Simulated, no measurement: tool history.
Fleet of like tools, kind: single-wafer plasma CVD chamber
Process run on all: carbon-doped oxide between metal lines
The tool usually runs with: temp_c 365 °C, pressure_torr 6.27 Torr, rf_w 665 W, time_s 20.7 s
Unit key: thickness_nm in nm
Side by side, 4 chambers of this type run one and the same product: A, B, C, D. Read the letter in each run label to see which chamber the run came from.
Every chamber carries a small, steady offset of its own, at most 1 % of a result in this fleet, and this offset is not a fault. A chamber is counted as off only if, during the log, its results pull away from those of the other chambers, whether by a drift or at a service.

| run | hour | temp_c | pressure_torr | rf_w | time_s | read-back reference wafer on the same gauge, thickness_nm | thickness_nm |
|---|---|---|---|---|---|---|---|
| 1C | 4.4 | 365 | 6.27 | 665 | 20.7 | 110.99 | 125.46 |
| 2A | 6.7 | 365 | 6.27 | 665 | 20.7 | 110.95 | 124.60 |
| 3D | 11.0 | 365 | 6.27 | 665 | 20.7 | 110.95 | 124.69 |
| 4B | 14.1 | 365 | 6.27 | 665 | 20.7 | 110.92 | 124.26 |
|  | 16.6 | chamber C: thermocouple changed; heater temperature recalibrated |
| 5D | 18.7 | 365 | 6.27 | 665 | 20.7 | 110.85 | 124.82 |
| 6B | 21.8 | 365 | 6.27 | 665 | 20.7 | 110.93 | 124.68 |
| 7C | 25.6 | 365 | 6.27 | 665 | 20.7 | 110.85 | 125.42 |
| 8A | 27.9 | 365 | 6.27 | 665 | 20.7 | 110.89 | 124.77 |
| 9A | 32.8 | 365 | 6.27 | 665 | 20.7 | 110.85 | 124.48 |
| 10C | 37.1 | 365 | 6.27 | 665 | 20.7 | 110.88 | 125.45 |
| 11D | 41.4 | 365 | 6.27 | 665 | 20.7 | 110.79 | 124.67 |
| 12B | 44.6 | 365 | 6.27 | 665 | 20.7 | 110.81 | 124.26 |
| 13D | 49.6 | 365 | 6.27 | 665 | 20.7 | 110.76 | 124.71 |
| 14B | 52.8 | 365 | 6.27 | 665 | 20.7 | 110.77 | 124.04 |
| 15A | 56.4 | 365 | 6.27 | 665 | 20.7 | 110.73 | 124.30 |
| 16C | 60.9 | 365 | 6.27 | 665 | 20.7 | 110.74 | 125.01 |
| 17A | 65.5 | 365 | 6.27 | 665 | 20.7 | 110.65 | 124.54 |
| 18D | 68.7 | 365 | 6.27 | 665 | 20.7 | 110.67 | 124.29 |
| 19B | 73.6 | 365 | 6.27 | 665 | 20.7 | 110.68 | 123.96 |
| 20C | 76.8 | 365 | 6.27 | 665 | 20.7 | 110.64 | 125.22 |
| 21A | 81.1 | 365 | 7.54 | 665 | 20.7 | 110.61 | 126.05 |
| 22B | 85.0 | 365 | 7.54 | 665 | 20.7 | 110.58 | 125.62 |
| 23D | 89.6 | 365 | 7.54 | 665 | 20.7 | 110.55 | 126.35 |
| 24C | 93.3 | 365 | 7.54 | 665 | 20.7 | 110.56 | 126.66 |
| 25B | 96.4 | 365 | 6.27 | 665 | 20.7 | 110.56 | 124.22 |
| 26C | 99.4 | 365 | 6.27 | 665 | 20.7 | 110.51 | 124.50 |
| 27D | 103.5 | 365 | 6.27 | 665 | 20.7 | 110.56 | 124.26 |
| 28A | 107.3 | 365 | 6.27 | 665 | 20.7 | 110.49 | 124.21 |
| 29D | 110.3 | 365 | 6.27 | 665 | 20.7 | 110.50 | 124.48 |
| 30A | 113.6 | 365 | 6.27 | 665 | 20.7 | 110.43 | 124.35 |
| 31B | 118.1 | 365 | 6.27 | 665 | 20.7 | 110.41 | 123.91 |
| 32C | 121.7 | 365 | 6.27 | 665 | 20.7 | 110.41 | 124.78 |
|  | 122.6 | chamber D: capacitance manometer re-zeroed and calibrated |
| 33A | 124.4 | 365 | 6.27 | 665 | 20.7 | 110.39 | 124.03 |
| 34C | 127.9 | 365 | 6.27 | 665 | 20.7 | 110.41 | 124.41 |
| 35D | 131.1 | 365 | 6.27 | 665 | 20.7 | 110.33 | 124.40 |

Has any chamber moved away from the others, gradually or after a service, or does the common gauge drift, or do the chambers differ only by their own small steady offsets? State the chamber and the most likely cause if one applies.

No chamber is off; the gauge reading every chamber's wafers drifts, which makes the whole fleet appear to move together.
Most likely cause: gauge reads low (%) = 0.582.

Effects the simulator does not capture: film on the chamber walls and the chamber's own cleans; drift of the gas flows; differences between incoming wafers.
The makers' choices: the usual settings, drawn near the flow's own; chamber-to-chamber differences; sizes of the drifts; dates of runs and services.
